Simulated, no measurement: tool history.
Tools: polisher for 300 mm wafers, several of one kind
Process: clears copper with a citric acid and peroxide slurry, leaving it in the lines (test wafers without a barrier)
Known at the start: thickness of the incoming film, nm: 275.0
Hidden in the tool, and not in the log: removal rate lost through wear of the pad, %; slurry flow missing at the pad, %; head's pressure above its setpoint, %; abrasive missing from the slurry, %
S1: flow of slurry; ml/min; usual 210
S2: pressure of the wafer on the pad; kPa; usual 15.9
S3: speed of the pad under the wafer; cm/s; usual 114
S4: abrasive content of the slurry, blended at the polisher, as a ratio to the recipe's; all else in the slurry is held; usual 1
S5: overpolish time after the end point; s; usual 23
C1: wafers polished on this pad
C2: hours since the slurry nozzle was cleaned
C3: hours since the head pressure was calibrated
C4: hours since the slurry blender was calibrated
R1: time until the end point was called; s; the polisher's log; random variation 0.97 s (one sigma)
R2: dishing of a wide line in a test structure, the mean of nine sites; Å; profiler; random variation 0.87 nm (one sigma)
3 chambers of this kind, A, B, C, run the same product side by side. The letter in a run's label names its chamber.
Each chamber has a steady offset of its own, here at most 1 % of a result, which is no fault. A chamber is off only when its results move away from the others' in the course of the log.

Run 1A, hour 8.1: usual settings; C1 805; C2 69.2; C3 227.6; C4 49.8. Result: R1 120.23 s, R2 378.87 Å.
Run 2C, hour 20.2: usual settings; C1 523; C2 750.4; C3 87.6; C4 238.1. Result: R1 118.45 s, R2 389.1 Å.
At hour 22.4: chamber C: slurry nozzle cleaned.
Run 3B, hour 31.4: usual settings; C1 539; C2 311.2; C3 319.3; C4 114.9. Result: R1 121.49 s, R2 368.54 Å.
Run 4C, hour 38.4: usual settings; C1 630; C2 16; C3 105.8; C4 256.3. Result: R1 120.86 s, R2 376.3 Å.
Run 5B, hour 46.2: usual settings; C1 626; C2 326; C3 334.1; C4 129.7. Result: R1 122.36 s, R2 373.27 Å.
Run 6A, hour 54.1: usual settings; C1 1075; C2 115.2; C3 273.6; C4 95.8. Result: R1 119.25 s, R2 360.35 Å.
Run 7B, hour 61.5: usual settings but S2 21.4 kPa; C1 715; C2 341.3; C3 349.4; C4 145. Result: R1 89.432 s, R2 492.45 Å.
At hour 62.4: chamber B: head pressure recalibrated.
Run 8A, hour 72.2: usual settings but S2 21.4 kPa; C1 1181; C2 133.3; C3 291.7; C4 113.9. Result: R1 90.6 s, R2 469.99 Å.
Run 9C, hour 79.5: usual settings but S2 21.4 kPa; C1 871; C2 57.1; C3 146.9; C4 297.4. Result: R1 89.852 s, R2 487.19 Å.
At hour 87.1: chamber B: worn pad replaced by a new one.
Run 10B, hour 87.4: usual settings; C1 1; C2 367.2; C3 25; C4 170.9. Result: R1 120.11 s, R2 353.54 Å.
Run 11A, hour 93.5: usual settings; C1 1306; C2 154.6; C3 313; C4 135.2. Result: R1 121 s, R2 363.15 Å.
Run 12C, hour 104.9: usual settings; C1 1020; C2 82.5; C3 172.3; C4 322.8. Result: R1 121.2 s, R2 371.72 Å.
At hour 106.2: chamber C: worn pad replaced by a new one.
Run 13A, hour 113.2: usual settings; C1 1422; C2 174.3; C3 332.7; C4 154.9. Result: R1 119.78 s, R2 367.2 Å.
Run 14B, hour 120.4: usual settings; C1 195; C2 400.2; C3 58; C4 203.9. Result: R1 120.49 s, R2 381.69 Å.
Run 15C, hour 128: usual settings but S3 78 cm/s; C1 127; C2 105.6; C3 195.4; C4 345.9. Result: R1 176.51 s, R2 276.34 Å.
At hour 131.6: chamber A: worn pad replaced by a new one.
Run 16C, hour 139.6: usual settings but S3 78 cm/s; C1 195; C2 117.2; C3 207; C4 357.5. Result: R1 176.07 s, R2 283.7 Å.
At hour 151.2: chamber A: head pressure recalibrated.
Run 17B, hour 151.5: usual settings but S3 78 cm/s; C1 377; C2 431.3; C3 89.1; C4 235. Result: R1 173.32 s, R2 263.22 Å.
Run 18A, hour 158.5: usual settings; C1 157; C2 219.6; C3 7.3; C4 200.2. Result: R1 121.34 s, R2 363.2 Å.
At hour 164.4: chamber A: slurry blender recalibrated.
Run 19C, hour 166.1: usual settings; C1 351; C2 143.7; C3 233.5; C4 384. Result: R1 121.87 s, R2 376.02 Å.
Run 20A, hour 177.2: usual settings but S2 12.4 kPa, S3 82 cm/s; C1 267; C2 238.3; C3 26; C4 12.8. Result: R1 207.55 s, R2 218.21 Å.
Run 21B, hour 184.9: usual settings but S2 12.4 kPa, S3 82 cm/s; C1 573; C2 464.7; C3 122.5; C4 268.4. Result: R1 216.23 s, R2 214.99 Å.
Run 22A, hour 192.3: usual settings but S2 12.4 kPa, S3 82 cm/s; C1 355; C2 253.4; C3 41.1; C4 27.9. Result: R1 212.95 s, R2 221.54 Å.
At hour 193.8: chamber C: slurry blender recalibrated.
Run 23C, hour 198.3: usual settings; C1 539; C2 175.9; C3 265.7; C4 4.6. Result: R1 119.86 s, R2 382.3 Å.
Run 24B, hour 209.5: usual settings; C1 717; C2 489.3; C3 147.1; C4 293. Result: R1 122.04 s, R2 347.87 Å.
Run 25B, hour 215.4: usual settings; C1 752; C2 495.2; C3 153; C4 298.9. Result: R1 126.48 s, R2 342.82 Å.
Run 26A, hour 224.1: usual settings; C1 542; C2 285.2; C3 72.9; C4 59.7. Result: R1 121.88 s, R2 384.17 Å.
At hour 230.5: chamber B: worn pad replaced by a new one.
Run 27C, hour 235.5: usual settings; C1 757; C2 213.1; C3 302.9; C4 41.8. Result: R1 119.9 s, R2 372.19 Å.
Run 28C, hour 247.2: usual settings; C1 826; C2 224.8; C3 314.6; C4 53.5. Result: R1 121.65 s, R2 393.51 Å.
Run 29B, hour 255.5: usual settings but S3 90 cm/s, S5 35 s; C1 146; C2 535.3; C3 193.1; C4 339. Result: R1 158.92 s, R2 415.8 Å.
Run 30A, hour 263.9: usual settings but S3 90 cm/s, S5 35 s; C1 775; C2 325; C3 112.7; C4 99.5. Result: R1 152.11 s, R2 443.51 Å.
At hour 272.6: chamber C: worn pad replaced by a new one.
Run 31B, hour 274.6: usual settings but S3 90 cm/s, S5 35 s; C1 258; C2 554.4; C3 212.2; C4 358.1. Result: R1 158.79 s, R2 413.57 Å.
Run 32C, hour 282.4: usual settings; C1 57; C2 260; C3 349.8; C4 88.7. Result: R1 120.31 s, R2 389.27 Å.
Run 33A, hour 289.3: usual settings; C1 924; C2 350.4; C3 138.1; C4 124.9. Result: R1 121.25 s, R2 372.66 Å.
At hour 290: chamber B: slurry blender recalibrated.
Run 34C, hour 298.3: usual settings; C1 150; C2 275.9; C3 365.7; C4 104.6. Result: R1 119.78 s, R2 367.06 Å.
Run 35A, hour 307.2: usual settings; C1 1029; C2 368.3; C3 156; C4 142.8. Result: R1 120.83 s, R2 370.89 Å.
Run 36B, hour 317.6: usual settings but S1 270 ml/min; C1 510; C2 597.4; C3 255.2; C4 27.7. Result: R1 124.42 s, R2 356.9 Å.
Run 37C, hour 323.8: usual settings but S1 270 ml/min; C1 300; C2 301.4; C3 391.2; C4 130.1. Result: R1 117.27 s, R2 365.84 Å.
At hour 329.5: chamber A: worn pad replaced by a new one.
Run 38A, hour 331.4: usual settings but S1 270 ml/min; C1 11; C2 392.5; C3 180.2; C4 167. Result: R1 118.4 s, R2 362.73 Å.

What goes on in this fleet: one chamber off, a drifting gauge, or nothing beyond the chambers' own small offsets? Name the chamber and the cause, if any.

Chamber B drifts away from the others.
Cause: slurry flow missing at the pad, % = 40.5.
The log may not tell that from: head's pressure below its setpoint, %.

Here are 4 candidates for chamber B's next run, each the usual settings with a change, their results left as question marks. Which one brings its results back in line with what the others give on the usual settings?
In line means no further than this from the other chambers' mean on the usual settings: R1 3.4 s; R2 31 Å
Run 39B-1, hour 340: usual settings but S1 215 ml/min, S2 17.2 kPa, S3 126 cm/s. Result: R1 ?, R2 ?.
Run 39B-2, hour 340: usual settings but S1 205 ml/min, S2 14.5 kPa, S3 104 cm/s. Result: R1 ?, R2 ?.
Run 39B-3, hour 340: usual settings but S2 16.5 kPa, S3 118 cm/s. Result: R1 ?, R2 ?.
Run 39B-4, hour 340: usual settings but S2 15.2 kPa, S3 110 cm/s. Result: R1 ?, R2 ?.

The other chambers' mean on the usual settings: R1 121.01 s; R2 373.01 Å
  run      R1      R2
39B-1  109.79  406.06
39B-2  157.73  291.37
39B-3  122.25  368.53
39B-4  142.26   320.5
39B-3 brings the chamber back in line.
